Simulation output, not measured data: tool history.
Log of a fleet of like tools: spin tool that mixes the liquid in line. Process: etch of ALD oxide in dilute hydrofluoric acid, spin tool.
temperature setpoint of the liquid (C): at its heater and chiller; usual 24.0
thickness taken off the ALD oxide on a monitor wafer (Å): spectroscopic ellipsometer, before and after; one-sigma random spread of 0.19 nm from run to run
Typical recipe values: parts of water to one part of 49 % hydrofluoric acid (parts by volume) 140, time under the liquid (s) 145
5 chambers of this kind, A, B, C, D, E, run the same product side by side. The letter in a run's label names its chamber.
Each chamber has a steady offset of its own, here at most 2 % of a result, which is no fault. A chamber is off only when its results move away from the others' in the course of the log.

run   hour  temperature setpoint of the liquid (C)  parts of water to one part of 49 % hydrofluoric acid (parts by volume)  time under the liquid (s)  hours since the thermometer was replaced  hours since the hydrofluoric acid flow meter was replaced  read-back film thickness of the ALD oxide reference wafer, read on the same gauge (nm)  thickness taken off the ALD oxide on a monitor wafer (Å)
 1D   11.1                                    24.0                                                                     140                        145                                     461.5                                                      448.3                                                                                  140.01                                                    326.09
 2E   20.6                                    24.0                                                                     140                        145                                    1544.6                                                      412.9                                                                                  140.01                                                    323.92
 3B   32.1                                    24.0                                                                     140                        145                                     690.8                                                      614.7                                                                                  140.02                                                    319.62
 4A   39.0                                    24.0                                                                     140                        145                                    1558.6                                                      290.2                                                                                  140.00                                                    322.81
 5C   46.4                                    24.0                                                                     140                        145                                     265.8                                                      503.8                                                                                  140.00                                                    327.45
 6E   52.7                                    24.0                                                                     140                        145                                    1576.7                                                      445.0                                                                                  140.00                                                    323.03
 7A   62.1                                    24.0                                                                     140                        145                                    1581.7                                                      313.3                                                                                  140.02                                                    322.63
 8B   73.9                                    24.0                                                                     140                        145                                     732.6                                                      656.5                                                                                  139.98                                                    317.46
      85.4  -- chamber E: hydrofluoric acid flow meter replaced
 9D   86.7                                    24.0                                                                     140                        145                                     537.1                                                      523.9                                                                                  140.02                                                    321.10
10C   97.5                                    24.0                                                                     140                        145                                     316.9                                                      554.9                                                                                  140.02                                                    327.00
     100.1  -- chamber D: thermometer replaced
11C  110.9                                    24.0                                                                     140                        145                                     330.3                                                      568.3                                                                                  139.98                                                    328.05
12D  122.4                                    24.0                                                                     140                        145                                      22.3                                                      559.6                                                                                  139.98                                                    322.31
13A  133.7                                    24.0                                                                     140                        145                                    1653.3                                                      384.9                                                                                  139.97                                                    323.79
14E  142.5                                    24.0                                                                     140                        145                                    1666.5                                                       57.1                                                                                  139.99                                                    328.29
15B  155.7                                    24.0                                                                     140                        145                                     814.4                                                      738.3                                                                                  140.02                                                    319.17
16A  165.0                                    24.0                                                                     140                        220                                    1684.6                                                      416.2                                                                                  140.01                                                    485.19
17D  174.5                                    24.0                                                                     140                        220                                      74.4                                                      611.7                                                                                  139.99                                                    480.99
18C  183.8                                    24.0                                                                     140                        220                                     403.2                                                      641.2                                                                                  140.02                                                    499.89
19E  190.4                                    24.0                                                                     140                        220                                    1714.4                                                      105.0                                                                                  140.03                                                    495.71
20B  204.2                                    24.0                                                                     140                        220                                     862.9                                                      786.8                                                                                  140.01                                                    485.85
21D  217.1                                    24.0                                                                     140                        145                                     117.0                                                      654.3                                                                                  139.99                                                    314.19
22B  227.7                                    24.0                                                                     140                        145                                     886.4                                                      810.3                                                                                  139.96                                                    322.26
23A  241.1                                    24.0                                                                     140                        145                                    1760.7                                                      492.3                                                                                  140.01                                                    321.78
24C  249.7                                    24.0                                                                     140                        145                                     469.1                                                      707.1                                                                                  140.01                                                    327.36
25E  258.6                                    24.0                                                                     140                        145                                    1782.6                                                      173.2                                                                                  139.98                                                    327.91
26A  269.5                                    24.0                                                                     140                        145                                    1789.1                                                      520.7                                                                                  140.02                                                    321.31
27D  282.3                                    24.0                                                                     140                        145                                     182.2                                                      719.5                                                                                  140.00                                                    307.94
28C  293.0                                    24.0                                                                     140                        145                                     512.4                                                      750.4                                                                                  139.96                                                    331.17
29E  300.3                                    24.0                                                                     140                        145                                    1824.3                                                      214.9                                                                                  140.01                                                    325.89
30B  308.5                                    27.5                                                                      75                        145                                     967.2                                                      891.1                                                                                  140.01                                                    730.47
31C  321.6                                    27.5                                                                      75                        145                                     541.0                                                      779.0                                                                                  139.97                                                    778.17
32E  329.5                                    27.5                                                                      75                        145                                    1853.5                                                      244.1                                                                                  139.97                                                    751.42
33B  337.6                                    27.5                                                                      75                        145                                     996.3                                                      920.2                                                                                  139.99                                                    727.61

Which is it: a chamber that has drifted or been left off by a service, a gauge drift common to all chambers, or only each chamber's usual small offset? If a chamber is off, name it and its likeliest cause.

One chamber, D, drifts off from the rest bit by bit.
Likeliest cause: hydrofluoric acid flow below the setpoint (%) = 5.31.
The log may not separate it from: liquid colder than its thermometer reads (K).

Chamber D could run next with any of the 4 candidate recipes listed below; each alters the usual settings, and their results appear as question marks. Which one brings its results back in line with what the other chambers deliver on the usual settings?
Counts as in line when no further than this from what the other chambers average on the usual settings: thickness taken off the ALD oxide on a monitor wafer (Å) 6.50
34D-1  347.8                                    24.0                                                                     140                        135                                                                                                                                                                                                                                                      ?
34D-2  347.8                                    24.0                                                                     140                        140                                                                                                                                                                                                                                                      ?
34D-3  347.8                                    24.0                                                                     140                        150                                                                                                                                                                                                                                                      ?
34D-4  347.8                                    24.0                                                                     140                        155                                                                                                                                                                                                                                                      ?

Mean of the other chambers on the usual settings: thickness taken off the ALD oxide on a monitor wafer (Å) 323.36
  run  thickness taken off the ALD oxide on a monitor wafer (Å)
34D-1                                                    282.65
34D-2                                                    293.12
34D-3                                                    314.06
34D-4                                                    324.53
34D-4 brings the chamber back in line.

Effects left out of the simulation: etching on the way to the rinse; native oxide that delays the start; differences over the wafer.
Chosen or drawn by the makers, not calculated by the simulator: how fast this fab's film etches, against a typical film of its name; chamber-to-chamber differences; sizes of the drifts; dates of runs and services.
